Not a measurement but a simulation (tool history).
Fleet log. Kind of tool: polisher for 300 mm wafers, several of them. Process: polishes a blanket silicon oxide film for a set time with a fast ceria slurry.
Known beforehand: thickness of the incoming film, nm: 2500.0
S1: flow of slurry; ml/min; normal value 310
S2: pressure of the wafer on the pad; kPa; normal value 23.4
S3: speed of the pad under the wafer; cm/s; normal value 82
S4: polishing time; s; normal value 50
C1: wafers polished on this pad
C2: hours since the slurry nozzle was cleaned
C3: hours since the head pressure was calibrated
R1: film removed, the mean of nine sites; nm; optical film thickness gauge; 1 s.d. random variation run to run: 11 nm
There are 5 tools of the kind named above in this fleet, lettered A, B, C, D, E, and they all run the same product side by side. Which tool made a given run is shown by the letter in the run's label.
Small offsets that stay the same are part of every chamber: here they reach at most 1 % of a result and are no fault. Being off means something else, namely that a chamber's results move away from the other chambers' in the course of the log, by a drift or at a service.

run   hour   S1    S2  S3  S4    C1     C2      C3       R1
 1B    9.2  310  23.4  82  50   721  203.1   122.9   835.09
 2A   17.1  310  23.4  82  50   977   33.9   324.5   832.46
      19.7  -- chamber E: worn pad replaced by a new one
 3D   24.5  310  23.4  82  50  1033  103.5  1245.8   817.54
      30.5  -- chamber A: worn pad replaced by a new one
 4C   33.0  310  23.4  82  50   723  176.8   707.8   864.70
      34.1  -- chamber B: worn pad replaced by a new one
 5E   39.0  310  23.4  82  50   300   48.5   562.6   851.12
 6C   49.3  310  23.4  82  50   977  193.1   724.1   873.16
 7D   59.0  310  23.4  82  50  1569  138.0  1280.3   825.24
      64.4  -- chamber C: worn pad replaced by a new one
      64.4  -- chamber D: worn pad replaced by a new one
 8A   70.1  310  23.4  82  50   617   86.9   377.5   840.00
 9B   79.7  310  23.4  82  50   709  273.6   193.4   868.64
10E   88.9  310  23.4  82  50  1076   98.4   612.5   828.81
11C   99.3  310  30.3  92  50   543  243.1   774.1  1239.30
     100.5  -- chamber B: worn pad replaced by a new one
12B  105.4  310  30.3  92  50    77  299.3   219.1  1248.90
     105.8  -- chamber A: worn pad replaced by a new one
13E  111.7  310  30.3  92  50  1430  121.2   635.3  1215.20
     111.9  -- chamber E: worn pad replaced by a new one
14A  118.1  310  30.3  92  50   192  134.9   425.5  1245.50
15D  124.9  310  30.3  92  50   942  203.9  1346.2  1203.60
16B  130.7  310  23.4  82  50   470  324.6   244.4   859.32
     131.6  -- chamber C: worn pad replaced by a new one
17E  140.5  310  23.4  82  50   446  150.0   664.1   845.41
18C  148.9  310  23.4  82  50   270  292.7   823.7   851.13
19A  155.5  390  23.4  82  50   773  172.3   462.9   864.89
     155.6  -- chamber C: slurry nozzle cleaned
     158.9  -- chamber D: worn pad replaced by a new one
     162.5  -- chamber B: worn pad replaced by a new one
     163.2  -- chamber A: worn pad replaced by a new one
20D  163.7  390  23.4  82  50    75  242.7  1385.0   865.80
21E  170.3  390  23.4  82  50   909  179.8   693.9   844.23
22D  176.6  390  23.4  82  50   276  255.6  1397.9   859.53
     180.8  -- chamber D: head pressure recalibrated
23A  185.2  390  23.4  82  50   342  202.0   492.6   849.14
     194.7  -- chamber C: worn pad replaced by a new one
24C  195.4  310  23.4  82  50    11   39.8   870.2   856.13
     201.2  -- chamber E: worn pad replaced by a new one
25B  206.7  310  23.4  82  50   687  400.6   320.4   845.22
26C  212.6  310  23.4  82  50   278   57.0   887.4   866.53
     221.5  -- chamber A: worn pad replaced by a new one
27D  223.4  310  29.6  66  50  1003  302.4    42.6   844.70
     226.6  -- chamber B: worn pad replaced by a new one
28E  234.3  310  29.6  66  50   514  243.8   757.9   870.20
29B  240.6  310  29.6  66  50   217  434.5   354.3   843.38
30A  251.5  310  29.6  66  50   467  268.3   558.9   872.71
     252.5  -- chamber D: worn pad replaced by a new one
31C  258.7  310  29.6  66  50   995  103.1   933.5   893.06
     263.1  -- chamber C: worn pad replaced by a new one
32B  265.6  310  23.4  82  50   606  459.5   379.3   841.25
33E  274.5  310  23.4  82  50  1139  284.0   798.1   873.33
34A  281.9  310  23.4  82  50   939  298.7   589.3   837.99
     284.1  -- chamber A: worn pad replaced by a new one
     289.6  -- chamber B: worn pad replaced by a new one
35D  289.8  310  23.4  82  50   579  368.8   109.0   847.63
36A  295.3  310  23.4  82  50   174  312.1   602.7   835.34
     295.6  -- chamber E: worn pad replaced by a new one
37B  303.4  405  23.4  82  50   214  497.3   417.1   858.44
     306.3  -- chamber D: slurry nozzle cleaned
38D  308.8  405  23.4  82  50   875    2.5   128.0   860.69
39E  315.7  405  23.4  82  50   313  325.2   839.3   879.31
     322.9  -- chamber C: worn pad replaced by a new one
40C  323.9  405  23.4  82  50    16  168.3   998.7   865.91
41E  332.1  405  23.4  82  50   568  341.6   855.7   875.97

Read the log: is a single chamber off, either drifting away or since a service, is the gauge that measures every chamber drifting, or is nothing wrong beyond small per-chamber offsets? Name any odd chamber and what most likely caused it.

The fleet is healthy, with each chamber sitting at its usual small offset and no drift in the gauge.
